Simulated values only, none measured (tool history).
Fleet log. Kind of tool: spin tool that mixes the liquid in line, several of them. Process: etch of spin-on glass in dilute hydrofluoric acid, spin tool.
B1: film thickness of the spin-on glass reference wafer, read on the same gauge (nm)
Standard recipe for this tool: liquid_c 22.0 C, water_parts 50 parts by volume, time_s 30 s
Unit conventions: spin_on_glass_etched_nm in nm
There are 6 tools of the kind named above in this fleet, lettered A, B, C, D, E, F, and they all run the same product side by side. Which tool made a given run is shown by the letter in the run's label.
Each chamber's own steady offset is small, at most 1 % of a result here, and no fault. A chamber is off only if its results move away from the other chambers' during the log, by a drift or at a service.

run 1F day=0.096 | liquid_c=22.0 water_parts=50 time_s=30 | B1=50.021 | spin_on_glass_etched_nm=21.9840
run 2B day=0.229 | liquid_c=22.0 water_parts=50 time_s=30 | B1=49.967 | spin_on_glass_etched_nm=21.6880
run 3A day=0.362 | liquid_c=22.0 water_parts=50 time_s=30 | B1=50.020 | spin_on_glass_etched_nm=21.5490
run 4C day=0.467 | liquid_c=22.0 water_parts=50 time_s=30 | B1=49.992 | spin_on_glass_etched_nm=21.4740
run 5E day=0.558 | liquid_c=19.5 water_parts=50 time_s=15 | B1=50.000 | spin_on_glass_etched_nm=9.6962
run 6D day=0.754 | liquid_c=19.5 water_parts=50 time_s=15 | B1=50.021 | spin_on_glass_etched_nm=9.7682
run 7B day=0.917 | liquid_c=19.5 water_parts=50 time_s=15 | B1=50.001 | spin_on_glass_etched_nm=9.9137
run 8C day=1.112 | liquid_c=19.5 water_parts=50 time_s=15 | B1=49.989 | spin_on_glass_etched_nm=9.8351
run 9E day=1.254 | liquid_c=19.5 water_parts=50 time_s=15 | B1=49.995 | spin_on_glass_etched_nm=9.8172
run 10D day=1.392 | liquid_c=19.5 water_parts=50 time_s=15 | B1=50.030 | spin_on_glass_etched_nm=9.9900
run 11F day=1.546 | liquid_c=22.0 water_parts=50 time_s=30 | B1=49.966 | spin_on_glass_etched_nm=22.0110
run 12A day=1.633 | liquid_c=22.0 water_parts=50 time_s=30 | B1=49.990 | spin_on_glass_etched_nm=21.5550
run 13D day=1.833 | liquid_c=22.0 water_parts=50 time_s=30 | B1=50.007 | spin_on_glass_etched_nm=21.9040
run 14A day=1.938 | liquid_c=22.0 water_parts=50 time_s=30 | B1=49.996 | spin_on_glass_etched_nm=21.8070
run 15E day=2.092 | liquid_c=22.0 water_parts=50 time_s=30 | B1=49.982 | spin_on_glass_etched_nm=21.6620
run 16F day=2.292 | liquid_c=22.0 water_parts=50 time_s=30 | B1=49.990 | spin_on_glass_etched_nm=22.1820
run 17B day=2.412 | liquid_c=22.0 water_parts=50 time_s=30 | B1=50.000 | spin_on_glass_etched_nm=22.6440
run 18C day=2.504 | liquid_c=22.0 water_parts=50 time_s=30 | B1=49.994 | spin_on_glass_etched_nm=21.7320
run 19C day=2.654 | liquid_c=22.0 water_parts=50 time_s=30 | B1=50.013 | spin_on_glass_etched_nm=21.7210
run 20F day=2.804 | liquid_c=22.0 water_parts=50 time_s=30 | B1=49.972 | spin_on_glass_etched_nm=21.6810
run 21A day=2.996 | liquid_c=22.0 water_parts=50 time_s=30 | B1=49.984 | spin_on_glass_etched_nm=21.8910
run 22B day=3.158 | liquid_c=22.0 water_parts=50 time_s=30 | B1=49.971 | spin_on_glass_etched_nm=23.3160
run 23E day=3.346 | liquid_c=22.0 water_parts=50 time_s=30 | B1=50.021 | spin_on_glass_etched_nm=21.3620
run 24D day=3.533 | liquid_c=22.0 water_parts=50 time_s=30 | B1=50.019 | spin_on_glass_etched_nm=22.0990
run 25F day=3.688 | liquid_c=22.0 water_parts=50 time_s=30 | B1=49.979 | spin_on_glass_etched_nm=21.7950
run 26D day=3.817 | liquid_c=22.0 water_parts=50 time_s=30 | B1=50.010 | spin_on_glass_etched_nm=22.3200
run 27E day=3.942 | liquid_c=22.0 water_parts=50 time_s=30 | B1=49.992 | spin_on_glass_etched_nm=21.8710
run 28A day=4.058 | liquid_c=22.0 water_parts=50 time_s=30 | B1=49.964 | spin_on_glass_etched_nm=21.8840
run 29C day=4.150 | liquid_c=22.0 water_parts=50 time_s=30 | B1=50.048 | spin_on_glass_etched_nm=21.3890
run 30B day=4.246 | liquid_c=22.0 water_parts=50 time_s=30 | B1=50.022 | spin_on_glass_etched_nm=23.2760
run 31E day=4.421 | liquid_c=22.0 water_parts=50 time_s=30 | B1=49.999 | spin_on_glass_etched_nm=21.8860
run 32C day=4.525 | liquid_c=22.0 water_parts=50 time_s=30 | B1=50.024 | spin_on_glass_etched_nm=21.7950
run 33A day=4.692 | liquid_c=22.0 water_parts=50 time_s=30 | B1=50.006 | spin_on_glass_etched_nm=21.8440
run 34F day=4.862 | liquid_c=22.0 water_parts=50 time_s=30 | B1=50.024 | spin_on_glass_etched_nm=21.9020
run 35D day=4.971 | liquid_c=22.0 water_parts=50 time_s=30 | B1=50.010 | spin_on_glass_etched_nm=21.5060
run 36B day=5.071 | liquid_c=22.0 water_parts=50 time_s=30 | B1=50.005 | spin_on_glass_etched_nm=23.7550
run 37A day=5.171 | liquid_c=22.0 water_parts=50 time_s=30 | B1=50.025 | spin_on_glass_etched_nm=21.8240
run 38E day=5.288 | liquid_c=22.0 water_parts=50 time_s=30 | B1=50.005 | spin_on_glass_etched_nm=21.7350
run 39B day=5.471 | liquid_c=22.0 water_parts=50 time_s=30 | B1=50.012 | spin_on_glass_etched_nm=24.0980

For the next run the whole fleet of 6 chambers uses the same settings. Give each chamber's results:
run 40A day=5.617 | liquid_c=22.0 water_parts=65 time_s=30 | spin_on_glass_etched_nm=?
run 40B day=5.617 | liquid_c=22.0 water_parts=65 time_s=30 | spin_on_glass_etched_nm=?
run 40C day=5.617 | liquid_c=22.0 water_parts=65 time_s=30 | spin_on_glass_etched_nm=?
run 40D day=5.617 | liquid_c=22.0 water_parts=65 time_s=30 | spin_on_glass_etched_nm=?
run 40E day=5.617 | liquid_c=22.0 water_parts=65 time_s=30 | spin_on_glass_etched_nm=?
run 40F day=5.617 | liquid_c=22.0 water_parts=65 time_s=30 | spin_on_glass_etched_nm=?

run=40A spin_on_glass_etched_nm=16.2850
run=40B spin_on_glass_etched_nm=18.3830
run=40C spin_on_glass_etched_nm=16.3030
run=40D spin_on_glass_etched_nm=16.8810
run=40E spin_on_glass_etched_nm=16.4700
run=40F spin_on_glass_etched_nm=16.6030
